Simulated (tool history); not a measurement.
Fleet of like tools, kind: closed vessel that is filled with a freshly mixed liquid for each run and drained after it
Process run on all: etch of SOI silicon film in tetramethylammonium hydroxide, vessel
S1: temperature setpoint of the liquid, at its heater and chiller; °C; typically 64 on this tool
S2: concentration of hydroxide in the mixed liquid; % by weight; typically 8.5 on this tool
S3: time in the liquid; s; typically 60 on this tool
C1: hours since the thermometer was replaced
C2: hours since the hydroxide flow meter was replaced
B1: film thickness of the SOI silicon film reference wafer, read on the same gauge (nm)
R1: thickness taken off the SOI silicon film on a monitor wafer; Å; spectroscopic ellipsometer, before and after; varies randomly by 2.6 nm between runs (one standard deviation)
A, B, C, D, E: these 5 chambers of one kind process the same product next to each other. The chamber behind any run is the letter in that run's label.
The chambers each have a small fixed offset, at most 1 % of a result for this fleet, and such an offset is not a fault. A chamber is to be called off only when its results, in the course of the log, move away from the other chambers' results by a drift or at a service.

run 1D hour=6 | S1=64 S2=8.5 S3=60 | C1=2887.5 C2=1847.3 | B1=40.001 | R1=3156.6
run 2A hour=12.4 | S1=64 S2=8.5 S3=60 | C1=2285.5 C2=215.6 | B1=39.998 | R1=3126.9
run 3C hour=18.2 | S1=64 S2=8.5 S3=60 | C1=1930.5 C2=1317.1 | B1=39.965 | R1=3203.9
run 4B hour=28.2 | S1=64 S2=8.5 S3=60 | C1=881.6 C2=423.5 | B1=40.021 | R1=3199.8
run 5E hour=34.4 | S1=64 S2=8.5 S3=60 | C1=944.8 C2=2206.4 | B1=39.991 | R1=3196
run 6C hour=43.4 | S1=64 S2=8.5 S3=60 | C1=1955.7 C2=1342.3 | B1=40.042 | R1=3181.9
-- hour=48.4 chamber C: thermometer replaced
run 7B hour=53.6 | S1=64 S2=8.5 S3=60 | C1=907 C2=448.9 | B1=40.008 | R1=3156.8
run 8E hour=61.8 | S1=64 S2=8.5 S3=60 | C1=972.2 C2=2233.8 | B1=40.012 | R1=3164.3
-- hour=66.8 chamber B: hydroxide flow meter replaced
run 9A hour=69.1 | S1=64 S2=8.5 S3=60 | C1=2342.2 C2=272.3 | B1=39.979 | R1=3152.5
run 10D hour=75.8 | S1=64 S2=8.5 S3=60 | C1=2957.3 C2=1917.1 | B1=39.977 | R1=3129.9
run 11B hour=81.7 | S1=64 S2=8.5 S3=60 | C1=935.1 C2=15 | B1=39.975 | R1=3162.8
-- hour=84.6 chamber E: hydroxide flow meter replaced
run 12C hour=94 | S1=64 S2=8.5 S3=60 | C1=45.7 C2=1392.9 | B1=40.004 | R1=3205.3
run 13E hour=106.4 | S1=64 S2=8.5 S3=60 | C1=1016.8 C2=21.8 | B1=39.998 | R1=3188
run 14D hour=116.7 | S1=64 S2=8.5 S3=60 | C1=2998.2 C2=1958 | B1=40.006 | R1=3118.2
run 15A hour=122.3 | S1=64 S2=8.5 S3=60 | C1=2395.4 C2=325.5 | B1=39.986 | R1=3146.1
run 16B hour=132.4 | S1=64 S2=8.5 S3=60 | C1=985.8 C2=65.7 | B1=39.986 | R1=3169.6
run 17C hour=141 | S1=64 S2=8.5 S3=60 | C1=92.7 C2=1439.9 | B1=39.97 | R1=3198
run 18A hour=149.8 | S1=64 S2=8.5 S3=60 | C1=2422.9 C2=353 | B1=39.995 | R1=3152.3
run 19E hour=157.4 | S1=64 S2=8.5 S3=60 | C1=1067.8 C2=72.8 | B1=39.981 | R1=3154.5
run 20D hour=163.7 | S1=64 S2=8.5 S3=80 | C1=3045.2 C2=2005 | B1=40.009 | R1=4203.2
-- hour=164.1 chamber B: thermometer replaced
run 21B hour=173.8 | S1=64 S2=8.5 S3=80 | C1=9.8 C2=107.1 | B1=39.998 | R1=4239
run 22C hour=181.9 | S1=64 S2=8.5 S3=80 | C1=133.6 C2=1480.8 | B1=39.995 | R1=4196.8
run 23A hour=191.4 | S1=64 S2=8.5 S3=80 | C1=2464.5 C2=394.6 | B1=40.011 | R1=4149.4
run 24D hour=204 | S1=64 S2=8.5 S3=80 | C1=3085.5 C2=2045.3 | B1=40.012 | R1=4189.3
run 25E hour=216.5 | S1=64 S2=8.5 S3=60 | C1=1126.9 C2=131.9 | B1=39.979 | R1=3180.7
run 26B hour=227.5 | S1=64 S2=8.5 S3=60 | C1=63.5 C2=160.8 | B1=40.001 | R1=3184.8
run 27A hour=234.9 | S1=59.5 S2=8.5 S3=60 | C1=2508 C2=438.1 | B1=40.012 | R1=2358.6
-- hour=235.4 chamber D: thermometer replaced
run 28E hour=241.4 | S1=59.5 S2=8.5 S3=60 | C1=1151.8 C2=156.8 | B1=40.005 | R1=2405
run 29D hour=252.5 | S1=59.5 S2=8.5 S3=60 | C1=17.2 C2=2093.8 | B1=39.967 | R1=2385.2
-- hour=254.2 chamber A: thermometer replaced
run 30C hour=259.8 | S1=59.5 S2=8.5 S3=60 | C1=211.5 C2=1558.7 | B1=40.011 | R1=2417
run 31E hour=266.3 | S1=59.5 S2=8.5 S3=60 | C1=1176.7 C2=181.7 | B1=40.01 | R1=2430.2
run 32B hour=272.7 | S1=64 S2=8.5 S3=60 | C1=108.7 C2=206 | B1=40.007 | R1=3127.7
run 33D hour=285.2 | S1=64 S2=8.5 S3=60 | C1=49.9 C2=2126.5 | B1=39.974 | R1=3141.3
run 34C hour=293.9 | S1=64 S2=8.5 S3=60 | C1=245.6 C2=1592.8 | B1=40.011 | R1=3172.2
run 35A hour=300.1 | S1=64 S2=10 S3=35 | C1=45.9 C2=503.3 | B1=39.982 | R1=1717.9
run 36E hour=309.7 | S1=64 S2=10 S3=35 | C1=1220.1 C2=225.1 | B1=40.013 | R1=1742.6
run 37A hour=317.3 | S1=64 S2=10 S3=35 | C1=63.1 C2=520.5 | B1=39.992 | R1=1753

Decide between three cases: one chamber stands off from its peers, the gauge reading all wafers drifts, or nothing is wrong past each chamber's small offset. Where a chamber is off, say which and what most likely put it there.

No chamber stands off beyond its own small offset, and the gauge holds steady.
